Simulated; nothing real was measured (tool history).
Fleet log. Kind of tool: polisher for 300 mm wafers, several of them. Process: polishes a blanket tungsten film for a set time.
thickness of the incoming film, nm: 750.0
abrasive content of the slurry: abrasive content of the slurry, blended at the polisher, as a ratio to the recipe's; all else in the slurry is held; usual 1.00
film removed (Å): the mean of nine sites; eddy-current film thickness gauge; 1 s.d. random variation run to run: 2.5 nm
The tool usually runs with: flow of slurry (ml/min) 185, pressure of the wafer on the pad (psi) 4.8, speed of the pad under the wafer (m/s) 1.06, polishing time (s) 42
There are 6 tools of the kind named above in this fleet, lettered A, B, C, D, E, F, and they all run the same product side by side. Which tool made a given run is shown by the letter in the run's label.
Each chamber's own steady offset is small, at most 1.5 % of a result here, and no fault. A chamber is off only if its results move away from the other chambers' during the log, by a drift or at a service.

run   hour  flow of slurry (ml/min)  pressure of the wafer on the pad (psi)  speed of the pad under the wafer (m/s)  abrasive content of the slurry  polishing time (s)  wafers polished on this pad  hours since the slurry nozzle was cleaned  hours since the head pressure was calibrated  hours since the slurry blender was calibrated  hours since the slurry got fresh peroxide  film removed (Å)
 1B    3.7                      185                                     4.8                                    1.06                            1.00                  42                          362                                      221.9                                         697.7                                           41.9                                       34.7            2513.3
       5.2  -- chamber F: slurry blender recalibrated
 2F   11.0                      185                                     4.8                                    1.06                            1.00                  42                          147                                      156.7                                         662.6                                            5.9                                      116.4            2504.7
      12.1  -- chamber D: slurry tank refilled with fresh slurry and peroxide
      14.3  -- chamber D: worn pad replaced by a new one
      14.9  -- chamber F: slurry tank refilled with fresh slurry and peroxide
      15.3  -- chamber B: worn pad replaced by a new one
      16.9  -- chamber B: slurry tank refilled with fresh slurry and peroxide
 3E   17.3                      185                                     4.8                                    1.06                            1.00                  42                          369                                      339.0                                         275.4                                          227.6                                       57.2            2478.2
      18.1  -- chamber A: slurry tank refilled with fresh slurry and peroxide
 4A   22.0                      185                                     4.8                                    1.06                            1.00                  42                          967                                      349.9                                         938.7                                          187.5                                        3.9            2472.8
      23.4  -- chamber E: slurry nozzle cleaned
 5D   29.7                      185                                     4.8                                    1.06                            1.00                  42                          115                                      539.0                                         188.5                                          130.0                                       17.7            2481.8
 6C   33.6                      185                                     4.8                                    1.06                            1.00                  42                         1067                                      336.8                                         535.1                                          209.5                                       55.6            2504.2
 7C   37.4                      185                                     4.8                                    1.06                            1.00                  42                         1096                                      340.6                                         538.9                                          213.3                                       59.4            2523.8
 8E   43.2                      185                                     4.8                                    1.06                            1.00                  42                          563                                       19.9                                         301.3                                          253.5                                       83.1            2456.7
 9A   46.7                      185                                     4.8                                    1.06                            1.00                  42                         1152                                      374.6                                         963.4                                          212.2                                       28.6            2481.4
      48.9  -- chamber D: slurry nozzle cleaned
      53.1  -- chamber A: worn pad replaced by a new one
10D   53.4                      160                                     4.8                                    1.06                            1.00                  42                          292                                        4.6                                         212.2                                          153.7                                       41.4            2409.3
      53.6  -- chamber C: worn pad replaced by a new one
11B   60.2                      160                                     4.8                                    1.06                            1.00                  42                          336                                      278.4                                         754.2                                           98.4                                       43.3            2428.8
      65.7  -- chamber D: slurry tank refilled with fresh slurry and peroxide
12F   65.9                      160                                     4.8                                    1.06                            1.00                  42                          557                                      211.6                                         717.5                                           60.8                                       51.0            2494.5
      66.6  -- chamber B: slurry tank refilled with fresh slurry and peroxide
13C   71.4                      160                                     4.8                                    1.06                            1.00                  42                          133                                      374.6                                         572.9                                          247.3                                       93.4            2467.1
14A   77.5                      160                                     4.8                                    1.06                            1.00                  42                          183                                      405.4                                         994.2                                          243.0                                       59.4            2424.6
      78.4  -- chamber E: slurry tank refilled with fresh slurry and peroxide
15E   83.1                      160                                     4.8                                    1.06                            1.00                  42                          861                                       59.8                                         341.2                                          293.4                                        4.8            2466.7
      85.9  -- chamber B: worn pad replaced by a new one
16F   89.4                      185                                     4.8                                    1.06                            1.00                  42                          733                                      235.1                                         741.0                                           84.3                                       74.5            2514.4
17B   93.3                      185                                     4.8                                    1.06                            1.00                  42                           55                                      311.5                                         787.3                                          131.5                                       26.8            2437.3
18D   97.6                      185                                     4.8                                    1.06                            1.00                  42                          623                                       48.8                                         256.4                                          197.9                                       31.9            2486.2
      99.3  -- chamber C: slurry blender recalibrated
     100.6  -- chamber D: worn pad replaced by a new one
19A  105.2                      185                                     4.8                                    1.06                            1.00                  42                          390                                      433.1                                        1021.9                                          270.7                                       87.1            2430.9
     108.6  -- chamber D: slurry tank refilled with fresh slurry and peroxide
20B  109.2                      185                                     4.8                                    1.06                            1.00                  42                          174                                      327.4                                         803.2                                          147.4                                       42.7            2416.3
     111.4  -- chamber C: slurry tank refilled with fresh slurry and peroxide
21D  112.8                      185                                     4.8                                    1.06                            1.00                  42                           91                                       64.0                                         271.6                                          213.1                                        4.3            2491.9
22F  116.1                      185                                     4.8                                    1.06                            1.00                  42                          933                                      261.8                                         767.7                                          111.0                                      101.2            2504.0
     117.5  -- chamber B: slurry tank refilled with fresh slurry and peroxide
23E  120.4                      185                                     4.8                                    1.06                            1.00                  42                         1140                                       97.1                                         378.5                                          330.7                                       42.1            2483.8
     120.7  -- chamber E: slurry blender recalibrated
     121.6  -- chamber F: slurry blender recalibrated
     125.2  -- chamber F: worn pad replaced by a new one
24C  127.7                      185                                     4.8                                    1.06                            1.00                  42                          554                                      430.9                                         629.2                                           28.4                                       16.3            2555.9
25F  132.9                      185                                     4.8                                    1.06                            1.00                  42                           58                                      278.6                                         784.5                                           11.3                                      118.0            2468.4
26D  138.1                      185                                     4.8                                    1.06                            1.00                  42                          280                                       89.3                                         296.9                                          238.4                                       29.6            2507.5
27E  142.4                      185                                     4.8                                    1.06                            1.00                  42                         1305                                      119.1                                         400.5                                           21.8                                       64.1            2478.6
     145.1  -- chamber B: worn pad replaced by a new one
28B  146.0                      185                                     4.8                                    1.06                            0.75                  42                            7                                      364.2                                         840.0                                          184.2                                       28.6            2245.4
     150.8  -- chamber A: slurry tank refilled with fresh slurry and peroxide
     151.5  -- chamber F: slurry tank refilled with fresh slurry and peroxide
29A  152.4                      185                                     4.8                                    1.06                            0.75                  42                          743                                      480.3                                        1069.1                                          317.9                                        1.7            2290.8
     156.5  -- chamber B: slurry tank refilled with fresh slurry and peroxide
30C  158.0                      185                                     4.8                                    1.06                            0.75                  42                          781                                      461.2                                         659.5                                           58.7                                       46.6            2318.8
     161.1  -- chamber D: slurry blender recalibrated
31B  163.8                      185                                     4.8                                    1.06                            0.75                  42                          140                                      382.0                                         857.8                                          202.0                                        7.4            2226.9
     164.4  -- chamber D: slurry tank refilled with fresh slurry and peroxide
     164.9  -- chamber E: worn pad replaced by a new one
32F  171.4                      185                                     4.8                                    1.06                            0.75                  42                          346                                      317.1                                         823.0                                           49.8                                       19.9            2386.3
33C  175.0                      185                                     4.8                                    1.06                            0.75                  42                          908                                      478.2                                         676.5                                           75.7                                       63.6            2330.0
     177.1  -- chamber D: worn pad replaced by a new one
34D  179.5                      185                                     4.8                                    1.06                            1.00                  42                           18                                      130.7                                         338.3                                           18.4                                       15.2            2484.1
35A  183.4                      145                                     4.8                                    1.06                            1.25                  42                          975                                      511.3                                        1100.1                                          348.9                                       32.7            2483.1
     188.8  -- chamber E: slurry tank refilled with fresh slurry and peroxide
36E  190.1                      145                                     4.8                                    1.06                            1.25                  42                          189                                      166.8                                         448.2                                           69.5                                        1.3            2478.2
37A  193.8                      145                                     4.8                                    1.06                            1.25                  42                         1053                                      521.7                                        1110.5                                          359.3                                       43.1            2521.4
38E  201.0                      145                                     4.8                                    1.06                            1.25                  42                          270                                      177.7                                         459.1                                           80.4                                       12.2            2549.4

Has any chamber moved away from the others, gradually or after a service, or does the common gauge drift, or do the chambers differ only by their own small steady offsets? State the chamber and the most likely cause if one applies.

It is chamber B that slowly wanders off from its peers.
Cause: slurry flow missing at the pad, % = 40.3.
With only this log, it may be confused with: head's pressure below its setpoint, %; abrasive missing from the slurry, %.

Chamber B could run next with any of the 4 candidate recipes listed below; each alters the usual settings, and their results appear as question marks. Which one brings its results back in line with what the other chambers deliver on the usual settings?
In-line tolerance around the mean of the other chambers on the usual settings: film removed (Å) 87.0
39B-1  206.5                      185                                     4.7                                    1.06                            1.00                  42                                                                                                                                                                                                                                 ?
39B-2  206.5                      185                                     5.3                                    1.06                            1.00                  42                                                                                                                                                                                                                                 ?
39B-3  206.5                      185                                     4.9                                    1.06                            1.00                  42                                                                                                                                                                                                                                 ?
39B-4  206.5                      185                                     4.8                                    1.02                            1.00                  40                                                                                                                                                                                                                                 ?

Average result of the remaining chambers running the usual settings: film removed (Å) 2491.1
  run  film removed (Å)
39B-1            2198.3
39B-2            2483.2
39B-3            2293.3
39B-4            2059.3
With 39B-2, the chamber falls back in line with the rest.
